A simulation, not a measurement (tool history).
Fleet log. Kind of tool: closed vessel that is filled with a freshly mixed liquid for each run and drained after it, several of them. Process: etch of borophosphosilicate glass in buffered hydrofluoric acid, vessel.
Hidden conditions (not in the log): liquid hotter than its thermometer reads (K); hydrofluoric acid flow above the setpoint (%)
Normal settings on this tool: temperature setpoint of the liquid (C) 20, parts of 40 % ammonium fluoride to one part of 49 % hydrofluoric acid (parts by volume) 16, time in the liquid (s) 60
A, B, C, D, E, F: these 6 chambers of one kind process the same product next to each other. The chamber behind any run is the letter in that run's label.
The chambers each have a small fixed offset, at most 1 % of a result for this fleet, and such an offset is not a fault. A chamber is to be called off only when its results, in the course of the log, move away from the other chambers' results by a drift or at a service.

run   hour  temperature setpoint of the liquid (C)  parts of 40 % ammonium fluoride to one part of 49 % hydrofluoric acid (parts by volume)  time in the liquid (s)  hours since the thermometer was replaced  hours since the hydrofluoric acid flow meter was replaced  read-back film thickness of the borophosphosilicate glass reference wafer, read on the same gauge (nm)  thickness taken off the borophosphosilicate glass on a monitor wafer (angstrom)
 1C    6.7                                      20                                                                                       16                      60                                     448.5                                                      753.8                                                                                                  140.03                                                                           379.66
 2A   16.3                                      20                                                                                       16                      60                                      78.2                                                     1328.4                                                                                                  140.03                                                                           379.08
 3F   26.2                                      20                                                                                       16                      60                                      71.8                                                      104.5                                                                                                  140.03                                                                           383.08
 4B   34.2                                      20                                                                                       16                      60                                     592.2                                                      984.6                                                                                                  140.02                                                                           376.57
 5D   43.1                                      20                                                                                       16                      60                                       924                                                      224.6                                                                                                  139.99                                                                           375.54
 6E   48.4                                      20                                                                                       16                      60                                     514.8                                                     1610.1                                                                                                  139.98                                                                           379.15
 7A   57.1                                      20                                                                                       16                      60                                       119                                                     1369.2                                                                                                  140.04                                                                           377.15
 8C   65.3                                      20                                                                                       16                      60                                     507.1                                                      812.4                                                                                                     140                                                                            375.9
 9B   71.2                                      20                                                                                       16                      60                                     629.2                                                     1021.6                                                                                                  140.02                                                                           370.43
10D   76.7                                      20                                                                                       16                      60                                     957.6                                                      258.2                                                                                                  140.01                                                                           377.24
11F   81.5                                      20                                                                                       16                      60                                     127.1                                                      159.8                                                                                                     140                                                                           373.51
12E     86                                      20                                                                                       16                      60                                     552.4                                                     1647.7                                                                                                  140.03                                                                           372.91
13F   93.7                                      20                                                                                       16                      60                                     139.3                                                        172                                                                                                     140                                                                           374.22
     100.9  -- chamber E: hydrofluoric acid flow meter replaced
14B  102.1                                      20                                                                                       16                      60                                     660.1                                                     1052.5                                                                                                     140                                                                           384.58
15E  109.8                                      20                                                                                       16                      60                                     576.2                                                          9                                                                                                  139.95                                                                           373.88
16C  115.1                                      20                                                                                       16                      60                                     556.9                                                      862.2                                                                                                  139.99                                                                           386.06
17D  124.7                                      20                                                                                       16                      60                                    1005.6                                                      306.2                                                                                                  140.01                                                                           390.79
18A  129.3                                      20                                                                                       16                      60                                     191.2                                                     1441.4                                                                                                  139.99                                                                           383.11
19A  134.7                                      20                                                                                       16                      60                                     196.6                                                     1446.8                                                                                                     140                                                                           370.08
20E  139.3                                      20                                                                                       16                      60                                     605.7                                                       38.5                                                                                                     140                                                                           371.88
21B  148.4                                      20                                                                                       16                      60                                     706.4                                                     1098.8                                                                                                  140.02                                                                           376.63
22C  158.6                                      20                                                                                       16                      60                                     600.4                                                      905.7                                                                                                  140.01                                                                           379.68
23D  166.3                                      20                                                                                       16                      60                                    1047.2                                                      347.8                                                                                                  139.99                                                                           396.88
24F  173.8                                      20                                                                                       16                      60                                     219.4                                                      252.1                                                                                                  139.99                                                                           368.83
25B  181.7                                      20                                                                                       16                      60                                     739.7                                                     1132.1                                                                                                  140.02                                                                           379.92
26E  187.8                                      20                                                                                       16                      60                                     654.2                                                         87                                                                                                  140.04                                                                           379.89
27F  198.2                                      20                                                                                       16                      60                                     243.8                                                      276.5                                                                                                  139.98                                                                           371.27
28A  202.8                                      20                                                                                       16                      60                                     264.7                                                     1514.9                                                                                                  140.01                                                                           385.42
     203.4  -- chamber A: hydrofluoric acid flow meter replaced
29C  212.9                                      24                                                                                       16                      60                                     654.7                                                        960                                                                                                  140.02                                                                           474.94
30D  223.1                                      24                                                                                       16                      60                                      1104                                                      404.6                                                                                                  139.99                                                                           511.78
31E  232.7                                      24                                                                                       16                      60                                     699.1                                                      131.9                                                                                                  140.01                                                                           467.08
32D  239.1                                      24                                                                                       16                      60                                      1120                                                      420.6                                                                                                  140.01                                                                           518.78
33F  244.7                                      24                                                                                       16                      60                                     290.3                                                        323                                                                                                  139.97                                                                           468.62
34A    251                                      24                                                                                       16                      60                                     312.9                                                       47.6                                                                                                  140.01                                                                           482.54
35C  257.2                                      20                                                                                       16                      60                                       699                                                     1004.3                                                                                                  139.99                                                                           373.82
36B  264.1                                      20                                                                                       16                      60                                     822.1                                                     1214.5                                                                                                     140                                                                           380.43

Read the log: is a single chamber off, either drifting away or since a service, is the gauge that measures every chamber drifting, or is nothing wrong beyond small per-chamber offsets? Name any odd chamber and what most likely caused it.

One chamber, D, drifts off from the rest bit by bit.
What lies behind it: liquid hotter than its thermometer reads (K) = 2.04.
From this log alone, it may not be told apart from: hydrofluoric acid flow above the setpoint (%).

Which of the 4 candidates below, each the usual settings with something changed and its results left as question marks, puts chamber D back in line with what the other chambers give on the usual settings?
In line here means within this much of the mean the other chambers give on the usual settings: thickness taken off the borophosphosilicate glass on a monitor wafer (angstrom) 12
37D-1  271.5                                      20                                                                                     16.5                      55                                                                                                                                                                                                                                                                                             ?
37D-2  271.5                                    20.5                                                                                       16                      70                                                                                                                                                                                                                                                                                             ?
37D-3  271.5                                      19                                                                                     18.5                      60                                                                                                                                                                                                                                                                                             ?
37D-4  271.5                                      20                                                                                     15.5                      65                                                                                                                                                                                                                                                                                             ?

On the usual settings, the other chambers give on average: thickness taken off the borophosphosilicate glass on a monitor wafer (angstrom) 377.82
  run  thickness taken off the borophosphosilicate glass on a monitor wafer (angstrom)
37D-1                                                                           377.66
37D-2                                                                           509.01
37D-3                                                                           348.55
37D-4                                                                           474.34
The right change is 37D-1: it brings the chamber back within the allowed miss of the others.
